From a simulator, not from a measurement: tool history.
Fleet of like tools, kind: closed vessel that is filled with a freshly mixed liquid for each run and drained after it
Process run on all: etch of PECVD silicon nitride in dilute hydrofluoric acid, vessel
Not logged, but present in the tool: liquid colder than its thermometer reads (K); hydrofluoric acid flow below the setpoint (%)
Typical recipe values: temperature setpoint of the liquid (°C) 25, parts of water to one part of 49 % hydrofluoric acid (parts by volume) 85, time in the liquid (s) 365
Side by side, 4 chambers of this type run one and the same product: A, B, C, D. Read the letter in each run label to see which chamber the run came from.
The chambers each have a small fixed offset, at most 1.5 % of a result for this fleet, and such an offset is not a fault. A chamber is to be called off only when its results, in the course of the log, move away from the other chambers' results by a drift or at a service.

| run | hour | temperature setpoint of the liquid (°C) | parts of water to one part of 49 % hydrofluoric acid (parts by volume) | time in the liquid (s) | hours since the thermometer was replaced | hours since the hydrofluoric acid flow meter was replaced | read-back film thickness of the PECVD silicon nitride reference wafer, read on the same gauge (nm) | thickness taken off the PECVD silicon nitride on a monitor wafer (Å) |
|---|---|---|---|---|---|---|---|---|
| 1C | 11.9 | 25 | 85 | 365 | 399 | 373.5 | 110.05 | 254.9 |
| 2D | 22.4 | 25 | 85 | 365 | 370.3 | 373.8 | 110.01 | 256.02 |
| 3A | 37.6 | 25 | 85 | 365 | 519.9 | 346.3 | 110.04 | 260.84 |
| 4B | 46.4 | 25 | 85 | 365 | 208.6 | 687.1 | 109.97 | 260.05 |
| 5B | 60.2 | 25 | 85 | 365 | 222.4 | 700.9 | 110 | 262.46 |
| 6D | 69.6 | 25 | 85 | 365 | 417.5 | 421 | 110 | 258.34 |
| 7A | 84.3 | 25 | 85 | 365 | 566.6 | 393 | 110.03 | 258.27 |
| 8C | 99.2 | 25 | 85 | 365 | 486.3 | 460.8 | 110.01 | 256.04 |
| 9A | 114.3 | 25 | 85 | 365 | 596.6 | 423 | 109.98 | 261.45 |
| 10D | 130.6 | 25 | 85 | 365 | 478.5 | 482 | 109.99 | 257.45 |
|  | 133.9 | chamber A: thermometer replaced |
| 11B | 138.6 | 25 | 85 | 365 | 300.8 | 779.3 | 109.99 | 262.04 |
| 12C | 148.2 | 25 | 85 | 230 | 535.3 | 509.8 | 110.02 | 163.02 |
| 13A | 157.4 | 25 | 85 | 230 | 23.6 | 466.1 | 110 | 164.53 |
| 14C | 164.5 | 25 | 85 | 230 | 551.6 | 526.1 | 109.97 | 161.99 |
| 15D | 179.9 | 25 | 85 | 230 | 527.8 | 531.3 | 109.98 | 161.15 |
| 16B | 194 | 25 | 85 | 535 | 356.2 | 834.7 | 110.02 | 378.76 |
| 17A | 204.7 | 25 | 85 | 535 | 70.9 | 513.4 | 110 | 380.64 |
| 18D | 214.4 | 25 | 85 | 535 | 562.3 | 565.8 | 109.98 | 379.29 |
| 19B | 225.4 | 25 | 85 | 535 | 387.6 | 866.1 | 110 | 375.74 |
| 20C | 238.4 | 25 | 85 | 365 | 625.5 | 600 | 110 | 249.06 |
| 21A | 248.1 | 25 | 85 | 365 | 114.3 | 556.8 | 110.05 | 259.67 |
| 22D | 260.5 | 25 | 85 | 365 | 608.4 | 611.9 | 110.04 | 260.44 |
| 23B | 269.2 | 25 | 85 | 365 | 431.4 | 909.9 | 109.99 | 261.63 |
| 24C | 284.6 | 25 | 85 | 365 | 671.7 | 646.2 | 109.98 | 245.07 |
| 25B | 297.3 | 25 | 85 | 365 | 459.5 | 938 | 109.95 | 259.53 |
| 26D | 306 | 25 | 85 | 365 | 653.9 | 657.4 | 110 | 258.19 |
| 27C | 315.8 | 25 | 85 | 365 | 702.9 | 677.4 | 110.02 | 242.65 |
| 28A | 322.9 | 25 | 85 | 365 | 189.1 | 631.6 | 110.01 | 261.03 |
| 29C | 338.5 | 25 | 85 | 365 | 725.6 | 700.1 | 109.99 | 241.88 |
| 30B | 354 | 25 | 85 | 365 | 516.2 | 994.7 | 110.01 | 259 |
| 31D | 367.2 | 25 | 85 | 365 | 715.1 | 718.6 | 109.95 | 256.92 |
| 32A | 378.9 | 25 | 55 | 365 | 245.1 | 687.6 | 110.03 | 400.59 |
| 33A | 394.2 | 25 | 55 | 365 | 260.4 | 702.9 | 110.03 | 402.13 |
| 34D | 408.3 | 25 | 55 | 365 | 756.2 | 759.7 | 110.01 | 391.4 |
| 35B | 421.2 | 25 | 55 | 365 | 583.4 | 1061.9 | 110.03 | 401.64 |
| 36C | 429.7 | 25 | 85 | 365 | 816.8 | 791.3 | 110.03 | 233.11 |

For the next run the whole fleet of 4 chambers uses the same settings. Give each chamber's results:
| 37A | 441.5 | 25 | 85 | 365 |  |  |  | ? |
| 37B | 441.5 | 25 | 85 | 365 |  |  |  | ? |
| 37C | 441.5 | 25 | 85 | 365 |  |  |  | ? |
| 37D | 441.5 | 25 | 85 | 365 |  |  |  | ? |

| run | thickness taken off the PECVD silicon nitride on a monitor wafer (Å) |
|---|---|
| 37A | 261.05 |
| 37B | 260.28 |
| 37C | 227.8 |
| 37D | 258.56 |
